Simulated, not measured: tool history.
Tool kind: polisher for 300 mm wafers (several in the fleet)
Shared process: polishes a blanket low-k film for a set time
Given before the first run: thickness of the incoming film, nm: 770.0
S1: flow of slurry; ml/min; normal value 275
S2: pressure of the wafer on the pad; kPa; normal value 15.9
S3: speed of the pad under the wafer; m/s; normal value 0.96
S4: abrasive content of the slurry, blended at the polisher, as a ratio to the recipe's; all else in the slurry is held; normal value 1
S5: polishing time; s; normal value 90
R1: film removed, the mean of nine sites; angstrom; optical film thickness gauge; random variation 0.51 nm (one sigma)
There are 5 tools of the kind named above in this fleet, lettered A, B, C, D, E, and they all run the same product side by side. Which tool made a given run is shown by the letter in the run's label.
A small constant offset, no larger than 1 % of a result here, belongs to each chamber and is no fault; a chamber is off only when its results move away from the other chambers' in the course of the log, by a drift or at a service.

run	day	S1	S2	S3	S4	S5	R1
# day 0.012: chamber E: slurry blender recalibrated
1E	0.338	275	15.9	0.96	1	90	451.85
2C	0.708	275	15.9	0.96	1	90	449.99
# day 0.917: chamber C: head pressure recalibrated
3B	0.954	275	15.9	0.96	1	90	443.6
# day 0.967: chamber C: worn pad replaced by a new one
4D	1.275	275	15.9	0.96	1	90	453.79
5A	1.517	275	15.9	0.96	1	90	455.94
6B	1.733	275	15.9	0.96	1	90	443.3
# day 1.796: chamber B: worn pad replaced by a new one
# day 1.858: chamber D: worn pad replaced by a new one
7E	2.129	275	15.9	0.96	1	90	454.21
# day 2.35: chamber B: head pressure recalibrated
8D	2.479	275	15.9	0.96	1	90	453.25
# day 2.583: chamber E: conditioning disc replaced and pad reconditioned
9A	2.762	275	15.9	0.96	1	90	456.76
# day 2.812: chamber A: conditioning disc replaced and pad reconditioned
10C	3.133	275	15.9	0.96	1	90	447.72
# day 3.321: chamber A: worn pad replaced by a new one
11E	3.521	275	15.9	0.96	1	90	449.75
# day 3.633: chamber C: conditioning disc replaced and pad reconditioned
12A	3.725	275	15.9	0.96	1	90	459.84
13D	3.921	275	15.9	0.96	1	90	452.99
# day 4.117: chamber E: worn pad replaced by a new one
14B	4.271	275	15.9	0.96	1	90	445.78
15C	4.558	275	15.9	0.96	1	90	447.83
16D	4.762	275	15.9	0.96	1	90	442.3
# day 4.992: chamber D: conditioning disc replaced and pad reconditioned
# day 5.112: chamber A: slurry nozzle cleaned
17E	5.162	275	15.9	1.14	1	90	528.88
18A	5.358	275	15.9	1.14	1	90	511.07
19B	5.646	275	15.9	1.14	1	90	518.31
# day 5.717: chamber C: worn pad replaced by a new one
20C	6.062	275	15.9	1.14	1	90	520.66
# day 6.121: chamber D: worn pad replaced by a new one
21E	6.408	275	15.9	1.14	1	90	511.59
22D	6.604	275	15.9	0.96	1	90	441.2
# day 6.854: chamber B: worn pad replaced by a new one
23A	6.938	275	15.9	0.96	1	90	452.95
# day 6.967: chamber B: slurry nozzle cleaned
24C	7.154	275	15.9	0.96	1	90	455.58
25B	7.392	275	15.9	0.96	1	90	455.91
# day 7.412: chamber C: slurry blender recalibrated
# day 7.621: chamber A: slurry blender recalibrated
26A	7.654	275	15.9	0.96	1	90	464.16
27D	8.046	275	15.9	0.96	1	90	439.61
# day 8.092: chamber A: worn pad replaced by a new one
# day 8.192: chamber A: head pressure recalibrated
# day 8.254: chamber B: slurry blender recalibrated
28B	8.379	275	15.9	0.96	1	90	450.09
29E	8.7	275	15.9	0.96	1	90	444.35
30C	8.988	275	15.9	0.96	1	90	448.55
31C	9.188	275	15.9	0.96	1	90	447.78
32E	9.612	275	15.9	0.96	1	90	442.52
# day 9.896: chamber E: worn pad replaced by a new one
33D	9.9	275	15.9	0.96	1	90	442.94
34A	10.208	275	15.9	0.96	1	90	455.06
35B	10.525	275	15.9	0.96	1	90	446.71
# day 10.588: chamber C: worn pad replaced by a new one
36A	10.862	275	15.9	0.96	1	90	446.43
# day 10.888: chamber D: worn pad replaced by a new one
37E	11.254	275	15.9	0.96	1	90	457.13
38C	11.633	275	15.9	0.96	1	90	449.7
# day 11.75: chamber D: slurry nozzle cleaned
# day 11.862: chamber D: conditioning disc replaced and pad reconditioned
39B	11.867	275	15.9	0.96	1	90	446.09
# day 11.958: chamber A: worn pad replaced by a new one
40D	12.142	275	15.9	0.96	1	90	456.9
41A	12.479	275	15.9	0.96	1	90	457.63

Is one chamber out of step, is the gauge drifting, or do the chambers differ by no more than their own small offsets? For an off chamber, give its letter and the likeliest cause.

All chambers stay in line apart from their small fixed offsets, and the gauge does not drift.
